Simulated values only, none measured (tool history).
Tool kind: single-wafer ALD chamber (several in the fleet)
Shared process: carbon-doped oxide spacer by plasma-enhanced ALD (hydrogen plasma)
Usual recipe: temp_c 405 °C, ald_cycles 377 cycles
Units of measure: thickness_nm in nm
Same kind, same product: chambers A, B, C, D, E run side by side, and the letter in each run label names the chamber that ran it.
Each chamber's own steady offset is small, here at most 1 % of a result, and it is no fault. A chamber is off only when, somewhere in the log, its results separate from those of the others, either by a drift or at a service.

| run | hour | temp_c | ald_cycles | hours since the last thermocouple change | read-back reference wafer on the same gauge, thickness_nm | thickness_nm |
|---|---|---|---|---|---|---|
| 1A | 12.3 | 405 | 377 | 825.1 | 19.105 | 18.682 |
| 2B | 19.8 | 405 | 377 | 591.4 | 19.101 | 18.729 |
| 3C | 32.3 | 405 | 377 | 1450.8 | 19.111 | 18.568 |
| 4E | 42.6 | 405 | 377 | 1127.9 | 19.108 | 18.524 |
| 5D | 50.7 | 405 | 377 | 1899.4 | 19.109 | 18.685 |
| 6B | 61.9 | 405 | 377 | 633.5 | 19.115 | 18.704 |
| 7A | 69 | 405 | 377 | 881.8 | 19.114 | 18.698 |
| 8C | 74.9 | 405 | 377 | 1493.4 | 19.115 | 18.596 |
| 9E | 82.6 | 405 | 377 | 1167.9 | 19.119 | 18.499 |
| 10D | 89.5 | 405 | 377 | 1938.2 | 19.123 | 18.716 |
| 11C | 98 | 405 | 377 | 1516.5 | 19.123 | 18.542 |
| 12B | 108.1 | 405 | 449 | 679.7 | 19.124 | 22.368 |
| 13E | 118.1 | 405 | 449 | 1203.4 | 19.124 | 22.04 |
| 14D | 131.3 | 405 | 449 | 1980 | 19.13 | 22.273 |
| 15A | 140.1 | 405 | 449 | 952.9 | 19.132 | 22.242 |
| 16C | 147.7 | 405 | 449 | 1566.2 | 19.131 | 22.122 |
| 17B | 154.5 | 405 | 377 | 726.1 | 19.133 | 18.731 |
| 18E | 164.3 | 405 | 377 | 1249.6 | 19.13 | 18.537 |
| 19D | 174.1 | 405 | 377 | 2022.8 | 19.136 | 18.726 |
| 20A | 179.9 | 405 | 377 | 992.7 | 19.135 | 18.715 |
| 21C | 186.7 | 405 | 377 | 1605.2 | 19.135 | 18.586 |
| 22A | 195.7 | 405 | 377 | 1008.5 | 19.142 | 18.712 |
| 23B | 205.6 | 419 | 341 | 777.2 | 19.145 | 16.278 |
| 24E | 214.1 | 419 | 341 | 1299.4 | 19.146 | 16.056 |
| 25D | 223.9 | 419 | 341 | 2072.6 | 19.14 | 16.227 |
| 26E | 236.7 | 419 | 341 | 1322 | 19.152 | 16.065 |
| 27A | 248.2 | 419 | 341 | 1061 | 19.153 | 16.222 |
| 28B | 258.7 | 405 | 377 | 830.3 | 19.156 | 18.763 |
| 29C | 271 | 405 | 377 | 1689.5 | 19.152 | 18.634 |
| 30D | 279.2 | 405 | 377 | 2127.9 | 19.153 | 18.728 |
| 31C | 285.8 | 405 | 377 | 1704.3 | 19.165 | 18.636 |
| 32A | 293.6 | 405 | 377 | 1106.4 | 19.163 | 18.724 |
| 33B | 302.5 | 405 | 377 | 874.1 | 19.164 | 18.798 |
| 34D | 310.7 | 405 | 377 | 2159.4 | 19.166 | 18.762 |
| 35E | 320.6 | 405 | 377 | 1405.9 | 19.171 | 18.563 |
| 36D | 332.2 | 414 | 437 | 2180.9 | 19.165 | 21.153 |
|  | 333.6 | chamber D: thermocouple changed; heater temperature recalibrated |
| 37C | 344.3 | 414 | 437 | 1762.8 | 19.177 | 20.99 |
| 38E | 355.1 | 414 | 437 | 1440.4 | 19.175 | 20.919 |
| 39A | 364.1 | 414 | 437 | 1176.9 | 19.18 | 21.178 |
| 40B | 376.9 | 414 | 437 | 948.5 | 19.177 | 21.214 |
| 41A | 387 | 405 | 377 | 1199.8 | 19.181 | 18.772 |
| 42D | 399.2 | 405 | 377 | 65.7 | 19.185 | 18.789 |
| 43E | 408.1 | 405 | 377 | 1493.4 | 19.189 | 18.588 |
| 44C | 418.3 | 405 | 377 | 1836.8 | 19.186 | 18.645 |

Next, all 5 chambers run the settings below, one line each with question marks for the results. What does each chamber give?
| 45A | 427.8 | 394 | 377 |  |  | ? |
| 45B | 427.8 | 394 | 377 |  |  | ? |
| 45C | 427.8 | 394 | 377 |  |  | ? |
| 45D | 427.8 | 394 | 377 |  |  | ? |
| 45E | 427.8 | 394 | 377 |  |  | ? |

| run | thickness_nm |
|---|---|
| 45A | 19.01 |
| 45B | 19.09 |
| 45C | 18.936 |
| 45D | 19.096 |
| 45E | 18.871 |
